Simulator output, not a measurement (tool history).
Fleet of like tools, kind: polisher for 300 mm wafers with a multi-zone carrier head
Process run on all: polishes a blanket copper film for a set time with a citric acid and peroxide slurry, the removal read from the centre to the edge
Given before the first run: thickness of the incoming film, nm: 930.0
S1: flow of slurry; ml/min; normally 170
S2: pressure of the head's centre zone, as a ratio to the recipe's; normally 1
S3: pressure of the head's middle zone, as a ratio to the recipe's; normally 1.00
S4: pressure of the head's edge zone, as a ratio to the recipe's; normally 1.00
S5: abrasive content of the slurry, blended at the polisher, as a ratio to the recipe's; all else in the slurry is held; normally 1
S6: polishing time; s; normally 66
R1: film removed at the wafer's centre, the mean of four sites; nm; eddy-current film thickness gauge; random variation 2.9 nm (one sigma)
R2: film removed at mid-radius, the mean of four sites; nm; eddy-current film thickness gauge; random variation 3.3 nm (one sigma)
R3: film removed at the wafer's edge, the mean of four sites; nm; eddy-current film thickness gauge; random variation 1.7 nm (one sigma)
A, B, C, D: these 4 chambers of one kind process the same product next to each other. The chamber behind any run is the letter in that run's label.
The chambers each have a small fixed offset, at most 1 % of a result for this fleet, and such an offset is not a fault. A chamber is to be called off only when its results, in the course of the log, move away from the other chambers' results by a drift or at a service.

run,hour,S1,S2,S3,S4,S5,S6,R1,R2,R3
1D,3.6,170,1,1.00,1.00,1,66,234.24,229.69,234.41
2B,10.5,170,1,1.00,1.00,1,66,224.17,235.66,231.58
3C,17.5,170,1,1.00,1.00,1,66,229.84,233.05,230.99
4A,22.0,170,1,1.00,1.00,1,66,233.87,236.25,234.11
# hour 22.2: chamber C: worn pad replaced by a new one
5A,29.2,170,1,1.00,1.00,1,66,232.65,234.26,232.73
# hour 29.7: chamber C: slurry nozzle cleaned
6D,33.2,170,1,1.00,1.00,1,66,233.33,232.19,234.84
7C,38.0,170,1,1.00,1.00,1,66,227.01,229.04,232.88
# hour 41.4: chamber B: worn pad replaced by a new one
8B,42.8,200,1,1.00,1.00,1,66,242.44,233.88,233.53
9D,49.7,200,1,1.00,1.00,1,66,241.61,241.20,236.77
10B,56.9,200,1,1.00,1.00,1,66,235.73,228.27,237.21
11C,62.2,200,1,1.00,1.00,1,66,238.15,236.23,234.61
# hour 66.3: chamber B: slurry nozzle cleaned
12A,66.5,170,1,1.00,1.00,1,66,225.46,231.84,234.34
# hour 67.2: chamber D: worn pad replaced by a new one
# hour 69.5: chamber D: centre zone pressure recalibrated
13D,73.6,170,1,1.00,1.00,1,52,180.49,182.26,182.23
14B,78.3,170,1,1.00,1.00,1,52,182.72,180.35,183.18
# hour 81.4: chamber A: edge zone pressure recalibrated
15A,83.0,170,1,1.00,1.00,1,52,177.40,181.17,184.68
16C,89.4,170,1,1.00,1.00,1,52,178.31,180.15,182.79
17C,93.1,170,1,1.00,1.00,1,66,225.40,238.63,231.20
18B,97.2,170,1,1.00,1.00,1,66,229.62,228.80,230.05
19D,104.9,170,1,1.00,1.00,1,66,235.39,234.22,232.43
20A,110.0,170,1,1.00,1.00,1,66,217.63,230.94,231.97
# hour 113.2: chamber A: worn pad replaced by a new one
21A,113.7,170,1,1.00,1.00,1,66,220.26,228.86,234.63
22C,118.0,170,1,1.00,1.00,1,66,228.43,228.17,231.80
23D,121.6,170,1,1.00,1.00,1,66,235.08,223.47,232.85
24B,127.8,170,1,1.00,1.00,1,66,232.64,226.60,233.51
25A,132.9,170,1,1.00,1.00,1,66,215.67,235.40,234.06
26C,139.2,170,1,1.00,1.00,1,66,228.70,232.34,233.55
27B,146.6,170,1,1.00,1.00,1,66,230.45,232.43,228.09
28D,150.3,170,1,1.00,1.00,1,66,240.28,230.87,232.58
29B,157.0,205,1,0.89,1.00,1,66,240.50,216.46,235.82
# hour 163.8: chamber D: worn pad replaced by a new one
30D,164.3,205,1,0.89,1.00,1,66,243.86,212.31,238.85
# hour 166.5: chamber C: worn pad replaced by a new one
31A,169.4,205,1,0.89,1.00,1,66,221.13,211.20,241.11
32C,174.5,205,1,0.89,1.00,1,66,239.99,209.50,237.65
33B,179.2,170,1,1.00,1.00,1,66,228.22,230.86,230.07
34A,185.5,170,1,1.00,1.00,1,66,211.22,232.04,233.01
35D,191.9,170,1,1.00,0.91,1,66,236.09,232.72,219.86
36C,196.1,170,1,1.00,0.91,1,66,227.49,226.51,222.98

Next, every chamber runs the same settings. What will each give?
37A,201.8,210,1,1.00,1.00,1,66,?,?,?
37B,201.8,210,1,1.00,1.00,1,66,?,?,?
37C,201.8,210,1,1.00,1.00,1,66,?,?,?
37D,201.8,210,1,1.00,1.00,1,66,?,?,?

run,R1,R2,R3
37A,217.19,240.99,238.29
37B,240.96,240.36,235.38
37C,238.69,244.95,235.93
37D,249.31,240.99,241.32
